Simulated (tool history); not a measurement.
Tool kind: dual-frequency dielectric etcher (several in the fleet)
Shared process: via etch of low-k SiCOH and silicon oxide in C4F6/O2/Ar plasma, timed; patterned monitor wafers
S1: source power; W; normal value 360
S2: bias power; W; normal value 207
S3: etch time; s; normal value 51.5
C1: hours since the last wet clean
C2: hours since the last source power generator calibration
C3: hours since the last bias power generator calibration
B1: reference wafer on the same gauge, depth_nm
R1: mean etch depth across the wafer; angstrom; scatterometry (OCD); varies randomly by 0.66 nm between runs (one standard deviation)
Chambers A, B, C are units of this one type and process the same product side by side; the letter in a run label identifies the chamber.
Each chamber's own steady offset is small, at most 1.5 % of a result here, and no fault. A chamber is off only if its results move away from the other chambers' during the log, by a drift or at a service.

run,hour,S1,S2,S3,C1,C2,C3,B1,R1
# hour 4.7: chamber B: wet clean of the chamber
1A,6.9,360,207,51.5,40.1,458.1,188.6,127.05,1221.6
2B,19.3,360,207,51.5,14.6,1504.3,629.6,126.99,1216.1
3C,33.4,360,207,51.5,114.1,2684.9,443.6,127.06,1228.7
4C,44.3,360,207,51.5,125,2695.8,454.5,127.09,1232.5
5A,55.8,360,207,51.5,89,507,237.5,126.95,1219.5
6B,68.2,360,207,51.5,63.5,1553.2,678.5,127.04,1196.8
7A,79.4,360,207,51.5,112.6,530.6,261.1,126.89,1219.2
8B,89,360,207,51.5,84.3,1574,699.3,127.01,1211.2
9C,101.7,360,207,51.5,182.4,2753.2,511.9,127.03,1238.2
10C,114.8,360,207,51.5,195.5,2766.3,525,127.02,1231.4
11B,123.6,360,207,51.5,118.9,1608.6,733.9,126.95,1206.4
12A,130.7,360,207,51.5,163.9,581.9,312.4,126.87,1224.3
13C,137.5,360,207,51.5,218.2,2789,547.7,126.86,1228.3
14A,145.3,300,207,63.5,178.5,596.5,327,127.1,1410.7
15B,156.2,300,207,63.5,151.5,1641.2,766.5,126.83,1391.7
16C,169.5,300,207,63.5,250.2,2821,579.7,126.94,1419.1
17B,180.8,360,207,51.5,176.1,1665.8,791.1,126.94,1207.2
18A,193.4,360,207,51.5,226.6,644.6,375.1,127.17,1215.1
19A,205,360,207,51.5,238.2,656.2,386.7,127.12,1222.3
20B,212.2,400,207,51.5,207.5,1697.2,822.5,126.99,1255.9
21C,225.5,400,207,51.5,306.2,2877,635.7,127,1277.9
22A,237.9,400,207,51.5,271.1,689.1,419.6,127.08,1264.3
23B,250.2,360,207,51.5,245.5,1735.2,860.5,127,1202.2
24C,261.9,360,207,51.5,342.6,2913.4,672.1,127.08,1228.9
25B,270.7,360,207,51.5,266,1755.7,881,126.98,1209.2
26A,281,360,207,51.5,314.2,732.2,462.7,126.97,1213.3
27C,289,360,207,51.5,369.7,2940.5,699.2,126.85,1234.9
28C,298.3,360,207,51.5,379,2949.8,708.5,127,1234.3
29B,307.2,360,207,51.5,302.5,1792.2,917.5,126.97,1208.5
30A,314.2,360,207,51.5,347.4,765.4,495.9,126.88,1216.4
31A,322.5,360,207,51.5,355.7,773.7,504.2,126.84,1232.6
32C,332.2,360,207,51.5,412.9,2983.7,742.4,127.01,1228.6
33B,341.9,360,207,51.5,337.2,1826.9,952.2,126.97,1213.3
# hour 346.8: chamber C: wet clean of the chamber
34B,351.6,360,207,51.5,346.9,1836.6,961.9,127.01,1206.7
35C,359,360,207,51.5,12.2,3010.5,769.2,127.2,1225.1
36A,373.1,360,207,51.5,406.3,824.3,554.8,127.11,1221.6
37B,386.4,360,207,51.5,381.7,1871.4,996.7,126.86,1200.5
38A,399.7,360,207,60,432.9,850.9,581.4,127.02,1430.9

All 3 chambers run these settings next. Forecast each chamber's results:
39A,410,360,207,51.5,,,,,?
39B,410,360,207,51.5,,,,,?
39C,410,360,207,51.5,,,,,?

run,R1
39A,1224.7
39B,1199.9
39C,1235.7

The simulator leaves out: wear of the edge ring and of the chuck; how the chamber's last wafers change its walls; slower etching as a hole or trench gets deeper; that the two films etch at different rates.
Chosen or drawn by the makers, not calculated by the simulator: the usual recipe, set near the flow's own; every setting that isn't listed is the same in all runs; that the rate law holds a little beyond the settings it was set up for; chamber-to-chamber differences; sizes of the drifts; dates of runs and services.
